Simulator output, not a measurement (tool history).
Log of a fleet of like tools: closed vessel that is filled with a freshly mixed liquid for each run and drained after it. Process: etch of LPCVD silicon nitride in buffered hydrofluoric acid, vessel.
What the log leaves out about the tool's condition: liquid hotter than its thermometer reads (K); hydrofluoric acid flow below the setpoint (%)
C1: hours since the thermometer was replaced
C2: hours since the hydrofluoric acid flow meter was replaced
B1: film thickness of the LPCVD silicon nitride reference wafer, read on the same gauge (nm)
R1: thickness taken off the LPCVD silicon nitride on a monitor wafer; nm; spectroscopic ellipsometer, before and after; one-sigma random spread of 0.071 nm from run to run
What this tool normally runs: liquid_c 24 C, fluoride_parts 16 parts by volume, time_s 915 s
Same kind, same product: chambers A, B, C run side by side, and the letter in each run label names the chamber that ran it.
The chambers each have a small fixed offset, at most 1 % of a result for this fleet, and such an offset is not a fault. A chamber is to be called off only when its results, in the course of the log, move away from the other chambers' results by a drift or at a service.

Run 1C, hour 10.1: usual settings; C1 517.6; C2 475.7; B1 60.006. Result: R1 7.5625 nm.
Run 2A, hour 20.3: usual settings; C1 86.2; C2 616.1; B1 59.998. Result: R1 7.4830 nm.
Run 3B, hour 30.4: usual settings; C1 1365.9; C2 1200.7; B1 59.987. Result: R1 7.5010 nm.
Run 4C, hour 39.8: usual settings; C1 547.3; C2 505.4; B1 60.019. Result: R1 7.5098 nm.
Run 5B, hour 54.0: usual settings; C1 1389.5; C2 1224.3; B1 60.014. Result: R1 7.4873 nm.
Run 6A, hour 66.3: usual settings; C1 132.2; C2 662.1; B1 59.975. Result: R1 7.3566 nm.
At hour 69.1: chamber A: hydrofluoric acid flow meter replaced.
Run 7B, hour 79.2: usual settings; C1 1414.7; C2 1249.5; B1 60.009. Result: R1 7.4926 nm.
Run 8A, hour 92.2: usual settings; C1 158.1; C2 23.2; B1 60.014. Result: R1 7.4953 nm.
Run 9C, hour 99.4: usual settings; C1 606.9; C2 565.0; B1 59.968. Result: R1 7.2648 nm.
Run 10A, hour 107.1: usual settings; C1 173.0; C2 38.1; B1 60.017. Result: R1 7.5998 nm.
Run 11B, hour 115.7: usual settings; C1 1451.2; C2 1286.0; B1 60.004. Result: R1 7.4362 nm.
Run 12C, hour 124.9: usual settings; C1 632.4; C2 590.5; B1 60.005. Result: R1 7.4088 nm.
Run 13B, hour 134.4: usual settings; C1 1469.9; C2 1304.7; B1 60.026. Result: R1 7.6085 nm.
Run 14C, hour 142.3: usual settings; C1 649.8; C2 607.9; B1 59.985. Result: R1 7.5345 nm.
Run 15A, hour 154.0: usual settings; C1 219.9; C2 85.0; B1 59.996. Result: R1 7.4657 nm.
Run 16A, hour 166.0: usual settings; C1 231.9; C2 97.0; B1 60.006. Result: R1 7.5541 nm.
Run 17B, hour 172.9: usual settings; C1 1508.4; C2 1343.2; B1 59.980. Result: R1 7.6320 nm.
Run 18C, hour 187.5: usual settings; C1 695.0; C2 653.1; B1 59.970. Result: R1 7.4176 nm.
Run 19C, hour 201.2: usual settings but time_s 435 s; C1 708.7; C2 666.8; B1 60.044. Result: R1 3.5577 nm.
Run 20A, hour 209.6: usual settings but time_s 435 s; C1 275.5; C2 140.6; B1 59.970. Result: R1 3.5886 nm.
Run 21B, hour 223.3: usual settings but time_s 435 s; C1 1558.8; C2 1393.6; B1 59.971. Result: R1 3.6063 nm.
Run 22A, hour 235.1: usual settings; C1 301.0; C2 166.1; B1 60.033. Result: R1 7.5004 nm.

All 3 chambers run these settings next. Forecast each chamber's results:
Run 23A, hour 245.7: usual settings but time_s 500 s. Result: R1 ?.
Run 23B, hour 245.7: usual settings but time_s 500 s. Result: R1 ?.
Run 23C, hour 245.7: usual settings but time_s 500 s. Result: R1 ?.

run      R1
23A  4.0397
23B  4.1618
23C  4.0045

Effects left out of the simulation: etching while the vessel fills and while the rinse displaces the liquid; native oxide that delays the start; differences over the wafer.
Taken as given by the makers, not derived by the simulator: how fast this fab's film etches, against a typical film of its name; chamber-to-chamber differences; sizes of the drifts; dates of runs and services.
